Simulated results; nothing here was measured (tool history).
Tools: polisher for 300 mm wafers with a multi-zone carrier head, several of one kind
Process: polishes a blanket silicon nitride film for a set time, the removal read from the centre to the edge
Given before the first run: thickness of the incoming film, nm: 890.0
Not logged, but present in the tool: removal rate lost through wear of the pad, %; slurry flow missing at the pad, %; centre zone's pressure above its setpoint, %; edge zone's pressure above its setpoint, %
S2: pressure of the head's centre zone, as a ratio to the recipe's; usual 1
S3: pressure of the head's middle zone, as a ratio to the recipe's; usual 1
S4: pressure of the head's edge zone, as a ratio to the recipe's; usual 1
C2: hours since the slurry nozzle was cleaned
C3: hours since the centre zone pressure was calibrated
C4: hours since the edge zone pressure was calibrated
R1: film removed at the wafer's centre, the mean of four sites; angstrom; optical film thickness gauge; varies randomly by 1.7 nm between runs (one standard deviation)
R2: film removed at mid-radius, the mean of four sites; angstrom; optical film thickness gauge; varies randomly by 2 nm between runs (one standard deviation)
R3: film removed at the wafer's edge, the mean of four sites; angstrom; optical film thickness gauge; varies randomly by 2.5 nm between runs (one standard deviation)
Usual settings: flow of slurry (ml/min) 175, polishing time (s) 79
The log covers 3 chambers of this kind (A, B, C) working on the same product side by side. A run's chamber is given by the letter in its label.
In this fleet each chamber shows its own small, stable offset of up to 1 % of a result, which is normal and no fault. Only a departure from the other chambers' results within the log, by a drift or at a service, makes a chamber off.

Run 1B, hour 4.2: usual settings; wafers polished on this pad 98; C2 44.3; C3 826.7; C4 453.7. Result: R1 1967.8 angstrom, R2 1965.6 angstrom, R3 1941.9 angstrom.
Run 2A, hour 7.7: usual settings; wafers polished on this pad 98; C2 429; C3 925.2; C4 53.2. Result: R1 1948.7 angstrom, R2 1976.7 angstrom, R3 1982.4 angstrom.
Run 3C, hour 10.6: usual settings; wafers polished on this pad 1465; C2 291.2; C3 783.3; C4 1113.1. Result: R1 1950.2 angstrom, R2 1948.4 angstrom, R3 1969.7 angstrom.
At hour 12.3: chamber C: worn pad replaced by a new one.
Run 4A, hour 14.8: usual settings; wafers polished on this pad 180; C2 436.1; C3 932.3; C4 60.3. Result: R1 1978.4 angstrom, R2 1975.1 angstrom, R3 1964.1 angstrom.
Run 5C, hour 17.7: usual settings; wafers polished on this pad 63; C2 298.3; C3 790.4; C4 1120.2. Result: R1 1969.8 angstrom, R2 1984.5 angstrom, R3 1982.9 angstrom.
Run 6B, hour 23.1: usual settings; wafers polished on this pad 316; C2 63.2; C3 845.6; C4 472.6. Result: R1 1983.5 angstrom, R2 1966.7 angstrom, R3 1983.1 angstrom.
Run 7A, hour 27.8: usual settings; wafers polished on this pad 330; C2 449.1; C3 945.3; C4 73.3. Result: R1 1937.9 angstrom, R2 1963.7 angstrom, R3 1965 angstrom.
Run 8B, hour 34.1: usual settings; wafers polished on this pad 443; C2 74.2; C3 856.6; C4 483.6. Result: R1 1951 angstrom, R2 1974.6 angstrom, R3 1908 angstrom.
Run 9C, hour 37.8: usual settings; wafers polished on this pad 295; C2 318.4; C3 810.5; C4 1140.3. Result: R1 1940.1 angstrom, R2 1978.6 angstrom, R3 1966.4 angstrom.
At hour 42.4: chamber B: centre zone pressure recalibrated.
At hour 43: chamber B: worn pad replaced by a new one.
Run 10A, hour 44.3: usual settings; wafers polished on this pad 520; C2 465.6; C3 961.8; C4 89.8. Result: R1 1968.2 angstrom, R2 1952.9 angstrom, R3 1976.9 angstrom.
Run 11B, hour 50.3: usual settings; wafers polished on this pad 85; C2 90.4; C3 8; C4 499.8. Result: R1 1935.2 angstrom, R2 1965.9 angstrom, R3 1953.2 angstrom.
Run 12C, hour 54.1: usual settings; wafers polished on this pad 483; C2 334.7; C3 826.8; C4 1156.6. Result: R1 1982.2 angstrom, R2 1979.4 angstrom, R3 1962.7 angstrom.
At hour 55.4: chamber C: edge zone pressure recalibrated.
Run 13B, hour 59.5: usual settings but S4 1.1; wafers polished on this pad 191; C2 99.6; C3 17.2; C4 509. Result: R1 1963.3 angstrom, R2 1994.3 angstrom, R3 2015.2 angstrom.
Run 14A, hour 65: usual settings but S4 1.1; wafers polished on this pad 759; C2 486.3; C3 982.5; C4 110.5. Result: R1 1977.8 angstrom, R2 1958.3 angstrom, R3 2062 angstrom.
Run 15C, hour 70.3: usual settings but S4 1.1; wafers polished on this pad 670; C2 350.9; C3 843; C4 15. Result: R1 1994.7 angstrom, R2 1969.3 angstrom, R3 2062.8 angstrom.
Run 16C, hour 74.1: usual settings; wafers polished on this pad 714; C2 354.7; C3 846.8; C4 18.8. Result: R1 1985.6 angstrom, R2 1968.2 angstrom, R3 2016.3 angstrom.
Run 17A, hour 80.6: usual settings; wafers polished on this pad 939; C2 501.9; C3 998.1; C4 126.1. Result: R1 1981.1 angstrom, R2 1971.8 angstrom, R3 1939.6 angstrom.
Run 18B, hour 83.7: usual settings; wafers polished on this pad 470; C2 123.8; C3 41.4; C4 533.2. Result: R1 1973.4 angstrom, R2 1964.2 angstrom, R3 1936.7 angstrom.
Run 19A, hour 87.6: usual settings; wafers polished on this pad 1020; C2 508.9; C3 1005.1; C4 133.1. Result: R1 1998.9 angstrom, R2 1943.3 angstrom, R3 1946.5 angstrom.
At hour 87.9: chamber B: worn pad replaced by a new one.
At hour 90.7: chamber A: centre zone pressure recalibrated.
Run 20B, hour 93: usual settings but flow of slurry (ml/min) 130; wafers polished on this pad 58; C2 133.1; C3 50.7; C4 542.5. Result: R1 1837.7 angstrom, R2 1882.9 angstrom, R3 1880 angstrom.
Run 21C, hour 97.4: usual settings but flow of slurry (ml/min) 130; wafers polished on this pad 983; C2 378; C3 870.1; C4 42.1. Result: R1 1869.1 angstrom, R2 1881.2 angstrom, R3 1872.1 angstrom.
Run 22C, hour 102.7: usual settings but flow of slurry (ml/min) 130; wafers polished on this pad 1044; C2 383.3; C3 875.4; C4 47.4. Result: R1 1847.9 angstrom, R2 1820.4 angstrom, R3 1866.8 angstrom.
Run 23B, hour 108.1: usual settings; wafers polished on this pad 233; C2 148.2; C3 65.8; C4 557.6. Result: R1 1956 angstrom, R2 2017.9 angstrom, R3 1944.3 angstrom.
Run 24A, hour 112.2: usual settings but flow of slurry (ml/min) 130, polishing time (s) 64; wafers polished on this pad 1304; C2 533.5; C3 21.6; C4 157.7. Result: R1 1655.7 angstrom, R2 1512.5 angstrom, R3 1476.4 angstrom.
At hour 116.2: chamber A: worn pad replaced by a new one.
Run 25A, hour 116.7: usual settings but flow of slurry (ml/min) 130, polishing time (s) 64; wafers polished on this pad 6; C2 538; C3 26.1; C4 162.2. Result: R1 1684 angstrom, R2 1530.8 angstrom, R3 1508.2 angstrom.
Run 26B, hour 120.7: usual settings but flow of slurry (ml/min) 130, polishing time (s) 64; wafers polished on this pad 378; C2 160.8; C3 78.4; C4 570.2. Result: R1 1504.5 angstrom, R2 1502.5 angstrom, R3 1521 angstrom.
Run 27C, hour 124.2: usual settings but S2 1.11; wafers polished on this pad 1292; C2 404.8; C3 896.9; C4 68.9. Result: R1 2201.1 angstrom, R2 1954.1 angstrom, R3 1955.4 angstrom.
Run 28C, hour 130.6: usual settings but S2 1.11; wafers polished on this pad 1366; C2 411.2; C3 903.3; C4 75.3. Result: R1 2191.2 angstrom, R2 1960.7 angstrom, R3 1961.2 angstrom.
At hour 130.8: chamber B: worn pad replaced by a new one.
Run 29B, hour 133.5: usual settings but S2 1.11; wafers polished on this pad 31; C2 173.6; C3 91.2; C4 583. Result: R1 2215.9 angstrom, R2 1978 angstrom, R3 1916.9 angstrom.
At hour 137.1: chamber C: worn pad replaced by a new one.
Run 30A, hour 137.4: usual settings; wafers polished on this pad 244; C2 558.7; C3 46.8; C4 182.9. Result: R1 2220.5 angstrom, R2 1995.5 angstrom, R3 1924.1 angstrom.
Run 31A, hour 142.9: usual settings; wafers polished on this pad 308; C2 564.2; C3 52.3; C4 188.4. Result: R1 2195.7 angstrom, R2 1968.3 angstrom, R3 1987.1 angstrom.
Run 32B, hour 147: usual settings; wafers polished on this pad 187; C2 187.1; C3 104.7; C4 596.5. Result: R1 1944 angstrom, R2 1947.4 angstrom, R3 1958.4 angstrom.
Run 33C, hour 152: usual settings; wafers polished on this pad 171; C2 432.6; C3 924.7; C4 96.7. Result: R1 1991.7 angstrom, R2 1987.4 angstrom, R3 2016.3 angstrom.

Next, every chamber runs the same settings. What will each give?
Run 34A, hour 156.7: usual settings but S3 0.91. Result: R1 ?, R2 ?, R3 ?.
Run 34B, hour 156.7: usual settings but S3 0.91. Result: R1 ?, R2 ?, R3 ?.
Run 34C, hour 156.7: usual settings but S3 0.91. Result: R1 ?, R2 ?, R3 ?.

run      R1      R2      R3
34A  2225.4  1810.4  1965.2
34B  1970.5  1819.5  1959.6
34C  1983.3  1792.2  1978.9

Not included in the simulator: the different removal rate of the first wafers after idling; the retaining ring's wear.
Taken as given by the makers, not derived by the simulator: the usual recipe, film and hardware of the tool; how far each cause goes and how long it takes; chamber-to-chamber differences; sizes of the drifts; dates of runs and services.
